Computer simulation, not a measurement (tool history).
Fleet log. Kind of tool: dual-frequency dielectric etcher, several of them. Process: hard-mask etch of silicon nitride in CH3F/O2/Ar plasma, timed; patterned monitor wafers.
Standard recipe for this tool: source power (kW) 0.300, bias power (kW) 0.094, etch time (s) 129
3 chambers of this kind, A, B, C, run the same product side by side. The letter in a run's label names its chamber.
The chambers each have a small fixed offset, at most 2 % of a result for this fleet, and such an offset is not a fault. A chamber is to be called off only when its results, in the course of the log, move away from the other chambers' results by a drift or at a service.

run	hour	source power (kW)	bias power (kW)	etch time (s)	hours since the last wet clean	hours since the last source power generator calibration	hours since the last bias power generator calibration	read-back reference wafer on the same gauge, depth_nm	mean etch depth across the wafer (angstrom)
1B	2.5	0.300	0.094	129	85.2	865.0	921.7	77.306	887.75
2C	5.3	0.300	0.094	129	256.2	2214.5	1971.5	77.319	906.99
3A	9.1	0.300	0.094	129	476.1	1756.6	1187.5	77.320	886.56
4C	11.7	0.300	0.094	129	262.6	2220.9	1977.9	77.326	904.57
5B	15.6	0.300	0.094	129	98.3	878.1	934.8	77.354	888.00
6A	19.9	0.300	0.094	129	486.9	1767.4	1198.3	77.339	886.78
7C	24.8	0.300	0.094	129	275.7	2234.0	1991.0	77.387	906.67
8B	27.2	0.300	0.094	129	109.9	889.7	946.4	77.382	888.24
9A	31.4	0.300	0.094	129	498.4	1778.9	1209.8	77.394	887.58
# hour 31.9: chamber C: bias power generator calibrated
10A	35.0	0.300	0.094	129	502.0	1782.5	1213.4	77.389	890.21
11C	40.0	0.370	0.094	129	290.9	2249.2	8.1	77.407	981.19
12B	42.1	0.370	0.094	129	124.8	904.6	961.3	77.401	959.07
13C	45.2	0.370	0.094	129	296.1	2254.4	13.3	77.416	980.44
14A	47.7	0.300	0.094	129	514.7	1795.2	1226.1	77.424	890.71
15B	51.6	0.340	0.094	146	134.3	914.1	970.8	77.451	1053.40
16A	56.5	0.340	0.094	146	523.5	1804.0	1234.9	77.474	1055.00
17C	59.7	0.340	0.094	146	310.6	2268.9	27.8	77.484	1076.70
18B	64.7	0.300	0.094	129	147.4	927.2	983.9	77.496	891.90
19B	69.1	0.300	0.094	129	151.8	931.6	988.3	77.491	890.04
20A	72.3	0.300	0.094	129	539.3	1819.8	1250.7	77.500	891.04
21C	74.6	0.300	0.094	129	325.5	2283.8	42.7	77.523	908.73
22A	77.1	0.300	0.094	129	544.1	1824.6	1255.5	77.509	890.40
23C	81.9	0.300	0.094	129	332.8	2291.1	50.0	77.519	907.54
24B	85.7	0.300	0.094	129	168.4	948.2	1004.9	77.536	889.04
25B	88.6	0.300	0.094	129	171.3	951.1	1007.8	77.534	890.16
26A	92.7	0.300	0.094	129	559.7	1840.2	1271.1	77.552	891.13
27C	96.9	0.300	0.094	129	347.8	2306.1	65.0	77.546	906.80
28B	100.3	0.300	0.094	129	183.0	962.8	1019.5	77.568	887.77
29C	103.1	0.300	0.094	129	354.0	2312.3	71.2	77.594	908.03
30A	105.3	0.300	0.094	129	572.3	1852.8	1283.7	77.601	889.51
31A	109.5	0.300	0.094	141	576.5	1857.0	1287.9	77.594	975.57
32C	113.5	0.300	0.094	141	364.4	2322.7	81.6	77.621	995.20

One chamber off, gauge drift, or nothing amiss beyond the chambers' own small offsets? If it is a chamber, which one, and what is the likeliest cause?

It is the gauge, not a chamber: its drift shows up in every chamber's results at once, and no chamber is off.
What lies behind it: gauge reads high (%) = 0.418.

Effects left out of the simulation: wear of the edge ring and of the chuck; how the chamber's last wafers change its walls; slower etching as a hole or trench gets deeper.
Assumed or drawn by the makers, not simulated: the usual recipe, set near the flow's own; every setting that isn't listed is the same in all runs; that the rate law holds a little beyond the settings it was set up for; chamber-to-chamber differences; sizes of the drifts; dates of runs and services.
